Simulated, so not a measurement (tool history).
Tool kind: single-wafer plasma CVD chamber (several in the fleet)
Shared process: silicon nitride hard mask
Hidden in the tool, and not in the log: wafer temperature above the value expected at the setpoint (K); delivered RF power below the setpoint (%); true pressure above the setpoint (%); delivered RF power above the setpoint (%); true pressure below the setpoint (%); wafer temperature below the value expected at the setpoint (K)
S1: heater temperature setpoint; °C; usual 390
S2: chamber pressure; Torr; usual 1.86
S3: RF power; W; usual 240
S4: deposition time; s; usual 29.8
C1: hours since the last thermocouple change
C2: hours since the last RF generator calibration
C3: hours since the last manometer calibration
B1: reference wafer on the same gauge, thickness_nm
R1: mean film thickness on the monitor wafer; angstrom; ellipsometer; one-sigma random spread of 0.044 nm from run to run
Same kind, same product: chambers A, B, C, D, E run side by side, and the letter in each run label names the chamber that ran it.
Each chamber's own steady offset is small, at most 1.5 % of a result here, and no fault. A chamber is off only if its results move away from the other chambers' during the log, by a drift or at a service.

{"hour": 9.9, "done": "chamber E: capacitance manometer re-zeroed and calibrated"}
{"run": "1A", "hour": 11.1, "S1": 390, "S2": 1.86, "S3": 240, "S4": 29.8, "C1": 1151.0, "C2": 1055.4, "C3": 2015.0, "B1": 28.1, "R1": 309.62}
{"run": "2C", "hour": 17.4, "S1": 390, "S2": 1.86, "S3": 240, "S4": 29.8, "C1": 279.1, "C2": 654.2, "C3": 76.0, "B1": 28.107, "R1": 305.45}
{"run": "3B", "hour": 26.8, "S1": 390, "S2": 1.86, "S3": 240, "S4": 29.8, "C1": 1013.4, "C2": 755.7, "C3": 382.1, "B1": 28.099, "R1": 308.8}
{"run": "4D", "hour": 38.2, "S1": 390, "S2": 1.86, "S3": 240, "S4": 29.8, "C1": 596.5, "C2": 214.3, "C3": 571.9, "B1": 28.112, "R1": 310.55}
{"run": "5E", "hour": 49.0, "S1": 390, "S2": 1.86, "S3": 240, "S4": 29.8, "C1": 887.7, "C2": 2338.5, "C3": 39.2, "B1": 28.119, "R1": 308.59}
{"run": "6B", "hour": 60.2, "S1": 390, "S2": 1.86, "S3": 240, "S4": 29.8, "C1": 1046.8, "C2": 789.1, "C3": 415.5, "B1": 28.125, "R1": 309.37}
{"run": "7A", "hour": 70.0, "S1": 390, "S2": 1.86, "S3": 240, "S4": 29.8, "C1": 1209.9, "C2": 1114.3, "C3": 2073.9, "B1": 28.14, "R1": 310.24}
{"run": "8C", "hour": 78.9, "S1": 390, "S2": 1.86, "S3": 240, "S4": 29.8, "C1": 340.6, "C2": 715.7, "C3": 137.5, "B1": 28.142, "R1": 304.83}
{"run": "9D", "hour": 84.6, "S1": 390, "S2": 1.86, "S3": 240, "S4": 29.8, "C1": 642.9, "C2": 260.7, "C3": 618.3, "B1": 28.142, "R1": 310.87}
{"run": "10E", "hour": 91.4, "S1": 390, "S2": 1.86, "S3": 240, "S4": 29.8, "C1": 930.1, "C2": 2380.9, "C3": 81.6, "B1": 28.133, "R1": 309.39}
{"run": "11E", "hour": 98.3, "S1": 390, "S2": 1.86, "S3": 240, "S4": 29.8, "C1": 937.0, "C2": 2387.8, "C3": 88.5, "B1": 28.151, "R1": 309.67}
{"run": "12C", "hour": 104.6, "S1": 390, "S2": 1.86, "S3": 240, "S4": 29.8, "C1": 366.3, "C2": 741.4, "C3": 163.2, "B1": 28.156, "R1": 305.56}
{"run": "13D", "hour": 110.6, "S1": 390, "S2": 1.86, "S3": 240, "S4": 29.8, "C1": 668.9, "C2": 286.7, "C3": 644.3, "B1": 28.151, "R1": 310.45}
{"run": "14A", "hour": 116.4, "S1": 390, "S2": 1.86, "S3": 240, "S4": 29.8, "C1": 1256.3, "C2": 1160.7, "C3": 2120.3, "B1": 28.154, "R1": 310.27}
{"run": "15B", "hour": 125.3, "S1": 390, "S2": 1.86, "S3": 270, "S4": 29.8, "C1": 1111.9, "C2": 854.2, "C3": 480.6, "B1": 28.159, "R1": 335.19}
{"run": "16E", "hour": 131.2, "S1": 390, "S2": 1.86, "S3": 270, "S4": 29.8, "C1": 969.9, "C2": 2420.7, "C3": 121.4, "B1": 28.161, "R1": 335.67}
{"run": "17D", "hour": 141.3, "S1": 390, "S2": 1.86, "S3": 270, "S4": 29.8, "C1": 699.6, "C2": 317.4, "C3": 675.0, "B1": 28.163, "R1": 337.62}
{"hour": 142.4, "done": "chamber E: thermocouple changed; heater temperature recalibrated"}
{"run": "18A", "hour": 149.8, "S1": 390, "S2": 1.86, "S3": 270, "S4": 29.8, "C1": 1289.7, "C2": 1194.1, "C3": 2153.7, "B1": 28.162, "R1": 337.11}
{"run": "19C", "hour": 154.8, "S1": 390, "S2": 1.86, "S3": 270, "S4": 29.8, "C1": 416.5, "C2": 791.6, "C3": 213.4, "B1": 28.166, "R1": 331.77}
{"run": "20B", "hour": 165.1, "S1": 390, "S2": 1.86, "S3": 220, "S4": 29.8, "C1": 1151.7, "C2": 894.0, "C3": 520.4, "B1": 28.181, "R1": 290.82}
{"run": "21B", "hour": 175.7, "S1": 390, "S2": 1.86, "S3": 220, "S4": 29.8, "C1": 1162.3, "C2": 904.6, "C3": 531.0, "B1": 28.169, "R1": 290.92}
{"run": "22D", "hour": 182.3, "S1": 390, "S2": 1.86, "S3": 220, "S4": 29.8, "C1": 740.6, "C2": 358.4, "C3": 716.0, "B1": 28.186, "R1": 292.64}
{"run": "23C", "hour": 188.0, "S1": 390, "S2": 1.86, "S3": 220, "S4": 29.8, "C1": 449.7, "C2": 824.8, "C3": 246.6, "B1": 28.178, "R1": 286.68}
{"run": "24E", "hour": 195.8, "S1": 390, "S2": 1.86, "S3": 220, "S4": 29.8, "C1": 53.4, "C2": 2485.3, "C3": 186.0, "B1": 28.181, "R1": 289.91}
{"run": "25A", "hour": 203.9, "S1": 390, "S2": 1.86, "S3": 240, "S4": 29.8, "C1": 1343.8, "C2": 1248.2, "C3": 2207.8, "B1": 28.198, "R1": 311.12}
{"run": "26B", "hour": 215.0, "S1": 390, "S2": 1.86, "S3": 240, "S4": 29.8, "C1": 1201.6, "C2": 943.9, "C3": 570.3, "B1": 28.192, "R1": 310.21}
{"run": "27D", "hour": 223.5, "S1": 390, "S2": 1.86, "S3": 240, "S4": 29.8, "C1": 781.8, "C2": 399.6, "C3": 757.2, "B1": 28.201, "R1": 311.87}
{"run": "28A", "hour": 229.7, "S1": 390, "S2": 1.86, "S3": 240, "S4": 29.8, "C1": 1369.6, "C2": 1274.0, "C3": 2233.6, "B1": 28.203, "R1": 311.49}
{"run": "29C", "hour": 238.9, "S1": 390, "S2": 1.86, "S3": 240, "S4": 29.8, "C1": 500.6, "C2": 875.7, "C3": 297.5, "B1": 28.215, "R1": 305.52}
{"run": "30E", "hour": 249.3, "S1": 390, "S2": 1.86, "S3": 240, "S4": 29.8, "C1": 106.9, "C2": 2538.8, "C3": 239.5, "B1": 28.215, "R1": 310.68}
{"run": "31A", "hour": 254.6, "S1": 390, "S2": 1.86, "S3": 240, "S4": 29.8, "C1": 1394.5, "C2": 1298.9, "C3": 2258.5, "B1": 28.218, "R1": 310.2}
{"run": "32E", "hour": 265.5, "S1": 390, "S2": 1.86, "S3": 240, "S4": 29.8, "C1": 123.1, "C2": 2555.0, "C3": 255.7, "B1": 28.215, "R1": 310.24}
{"hour": 270.7, "done": "chamber E: RF generator calibrated"}
{"run": "33C", "hour": 272.2, "S1": 390, "S2": 1.86, "S3": 240, "S4": 29.8, "C1": 533.9, "C2": 909.0, "C3": 330.8, "B1": 28.228, "R1": 305.29}
{"run": "34D", "hour": 280.9, "S1": 390, "S2": 1.86, "S3": 240, "S4": 29.8, "C1": 839.2, "C2": 457.0, "C3": 814.6, "B1": 28.216, "R1": 312.39}
{"run": "35B", "hour": 288.1, "S1": 390, "S2": 1.86, "S3": 240, "S4": 29.8, "C1": 1274.7, "C2": 1017.0, "C3": 643.4, "B1": 28.234, "R1": 310.12}
{"run": "36B", "hour": 296.3, "S1": 390, "S2": 1.86, "S3": 240, "S4": 29.8, "C1": 1282.9, "C2": 1025.2, "C3": 651.6, "B1": 28.231, "R1": 310.06}
{"run": "37D", "hour": 305.6, "S1": 390, "S2": 1.86, "S3": 200, "S4": 29.8, "C1": 863.9, "C2": 481.7, "C3": 839.3, "B1": 28.234, "R1": 272.99}
{"run": "38C", "hour": 316.8, "S1": 390, "S2": 1.86, "S3": 200, "S4": 29.8, "C1": 578.5, "C2": 953.6, "C3": 375.4, "B1": 28.238, "R1": 267.48}
{"run": "39E", "hour": 322.5, "S1": 390, "S2": 1.86, "S3": 200, "S4": 29.8, "C1": 180.1, "C2": 51.9, "C3": 312.7, "B1": 28.233, "R1": 271.9}
{"run": "40A", "hour": 331.6, "S1": 390, "S2": 1.86, "S3": 200, "S4": 29.8, "C1": 1471.5, "C2": 1375.9, "C3": 2335.5, "B1": 28.251, "R1": 272.27}
{"run": "41C", "hour": 337.2, "S1": 390, "S2": 1.86, "S3": 200, "S4": 29.8, "C1": 598.9, "C2": 974.0, "C3": 395.8, "B1": 28.262, "R1": 267.77}
{"run": "42A", "hour": 346.0, "S1": 390, "S2": 1.86, "S3": 240, "S4": 29.8, "C1": 1485.9, "C2": 1390.3, "C3": 2349.9, "B1": 28.25, "R1": 311.89}
{"run": "43D", "hour": 350.9, "S1": 390, "S2": 1.86, "S3": 240, "S4": 29.8, "C1": 909.2, "C2": 527.0, "C3": 884.6, "B1": 28.253, "R1": 311.9}
{"run": "44E", "hour": 356.2, "S1": 390, "S2": 1.86, "S3": 240, "S4": 29.8, "C1": 213.8, "C2": 85.6, "C3": 346.4, "B1": 28.262, "R1": 310.58}

What goes on in this fleet: one chamber off, a drifting gauge, or nothing beyond the chambers' own small offsets? Name the chamber and the cause, if any.

None of the chambers is off. What moves is the gauge, dragging all their readings along together.
Likeliest cause: gauge reads high (%) = 0.581.
